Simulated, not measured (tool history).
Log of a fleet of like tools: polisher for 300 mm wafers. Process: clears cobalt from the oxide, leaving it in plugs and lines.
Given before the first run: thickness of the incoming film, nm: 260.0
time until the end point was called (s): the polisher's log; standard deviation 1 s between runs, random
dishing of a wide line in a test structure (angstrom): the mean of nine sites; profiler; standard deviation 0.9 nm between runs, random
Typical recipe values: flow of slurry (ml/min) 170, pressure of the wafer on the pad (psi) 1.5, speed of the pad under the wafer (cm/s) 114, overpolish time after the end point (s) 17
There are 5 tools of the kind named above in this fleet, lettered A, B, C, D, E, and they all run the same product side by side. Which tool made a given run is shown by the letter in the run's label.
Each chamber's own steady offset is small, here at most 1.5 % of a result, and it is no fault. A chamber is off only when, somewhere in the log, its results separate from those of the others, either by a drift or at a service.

run	hour	flow of slurry (ml/min)	pressure of the wafer on the pad (psi)	speed of the pad under the wafer (cm/s)	overpolish time after the end point (s)	wafers polished on this pad	hours since the slurry nozzle was cleaned	hours since the head pressure was calibrated	time until the end point was called (s)	dishing of a wide line in a test structure (angstrom)
1C	7.3	170	1.5	114	17	399	198.8	735.6	54.468	482.08
2A	13.6	170	1.5	114	17	478	106.6	142.7	53.025	457.44
# hour 21.1: chamber D: worn pad replaced by a new one
3B	22.6	170	1.5	114	17	260	265.9	771.4	52.175	448.07
# hour 29.0: chamber B: slurry nozzle cleaned
# hour 29.2: chamber C: worn pad replaced by a new one
4E	30.3	170	1.5	114	17	687	30.7	1270.7	53.075	456.47
# hour 35.2: chamber E: worn pad replaced by a new one
5D	36.3	170	1.5	114	17	142	144.7	544.6	53.617	439.89
6B	44.0	170	1.5	114	17	459	15.0	792.8	51.826	464.60
# hour 52.3: chamber A: worn pad replaced by a new one
7C	54.9	170	1.5	114	17	239	246.4	783.2	52.967	464.53
8E	65.8	170	1.5	114	17	285	66.2	1306.2	54.365	460.67
# hour 68.8: chamber D: slurry nozzle cleaned
9D	71.8	170	1.2	114	17	472	3.1	580.1	66.046	415.49
10A	80.5	170	1.2	114	17	262	173.5	209.6	68.360	416.94
# hour 85.2: chamber C: slurry nozzle cleaned
# hour 88.7: chamber C: worn pad replaced by a new one
11C	90.0	170	1.2	114	17	12	4.9	818.3	66.492	401.89
12A	96.4	170	1.2	114	17	410	189.4	225.5	65.380	408.12
# hour 104.4: chamber D: worn pad replaced by a new one
13E	105.0	170	1.2	114	17	649	105.4	1345.4	66.809	402.84
# hour 107.7: chamber E: worn pad replaced by a new one
14B	111.9	170	1.5	146	17	1090	82.9	860.7	43.239	524.36
15D	118.9	170	1.5	146	17	134	50.2	627.2	42.840	527.62
16D	128.3	170	1.5	146	17	222	59.6	636.6	41.257	537.32
17C	134.8	170	1.5	146	17	428	49.7	863.1	42.055	516.28
# hour 139.7: chamber B: worn pad replaced by a new one
18A	139.9	170	1.5	146	17	814	232.9	269.0	42.616	506.56
# hour 145.9: chamber A: slurry nozzle cleaned
19B	146.1	170	1.5	114	17	59	117.1	894.9	53.725	460.94
# hour 153.3: chamber C: head pressure recalibrated
20E	154.7	170	1.5	114	17	437	155.1	1395.1	54.042	461.33
# hour 161.5: chamber A: worn pad replaced by a new one
21C	162.7	170	1.5	114	17	688	77.6	9.4	54.487	485.13
# hour 164.3: chamber C: worn pad replaced by a new one
22D	167.9	170	1.5	114	20	590	99.2	676.2	52.073	510.03
23A	173.6	170	1.5	114	20	112	27.8	302.7	54.468	497.29
24E	180.4	170	1.5	114	20	676	180.8	1420.8	54.107	493.03
# hour 182.1: chamber E: worn pad replaced by a new one
25B	186.4	170	1.5	114	20	434	157.4	935.2	54.128	495.18
# hour 194.7: chamber D: worn pad replaced by a new one
26E	196.5	170	1.5	114	20	134	196.9	1436.9	55.313	508.67
27A	202.1	170	1.5	114	17	377	56.3	331.2	53.752	469.24
28C	208.3	170	1.5	114	17	409	123.2	55.0	51.676	469.88
29B	218.6	170	1.5	114	17	733	189.6	967.4	53.963	454.76
30D	223.7	170	1.5	114	17	270	155.0	732.0	52.895	462.61
# hour 230.2: chamber C: worn pad replaced by a new one
31B	233.0	170	1.5	114	17	867	204.0	981.8	54.081	448.42
32E	241.4	170	1.5	114	17	552	241.8	1481.8	55.131	465.31
# hour 243.3: chamber E: slurry nozzle cleaned
33C	248.8	170	1.5	114	17	173	163.7	95.5	52.913	468.04
# hour 253.7: chamber E: worn pad replaced by a new one
34D	255.2	170	1.5	114	17	563	186.5	763.5	53.108	469.50
35A	260.3	170	1.5	114	17	918	114.5	389.4	52.643	449.15
# hour 265.8: chamber A: worn pad replaced by a new one
# hour 266.4: chamber D: slurry nozzle cleaned
36A	268.8	170	1.5	114	17	28	123.0	397.9	52.345	469.76
# hour 273.1: chamber E: head pressure recalibrated
37E	275.8	170	1.5	114	17	206	32.5	2.7	54.975	461.59
38D	280.8	170	1.2	86	17	801	14.4	789.1	87.051	341.85

Which is it: a chamber that has drifted or been left off by a service, a gauge drift common to all chambers, or only each chamber's usual small offset? If a chamber is off, name it and its likeliest cause.

Nothing is wrong: each chamber keeps only its own small, steady offset and the gauge holds still.
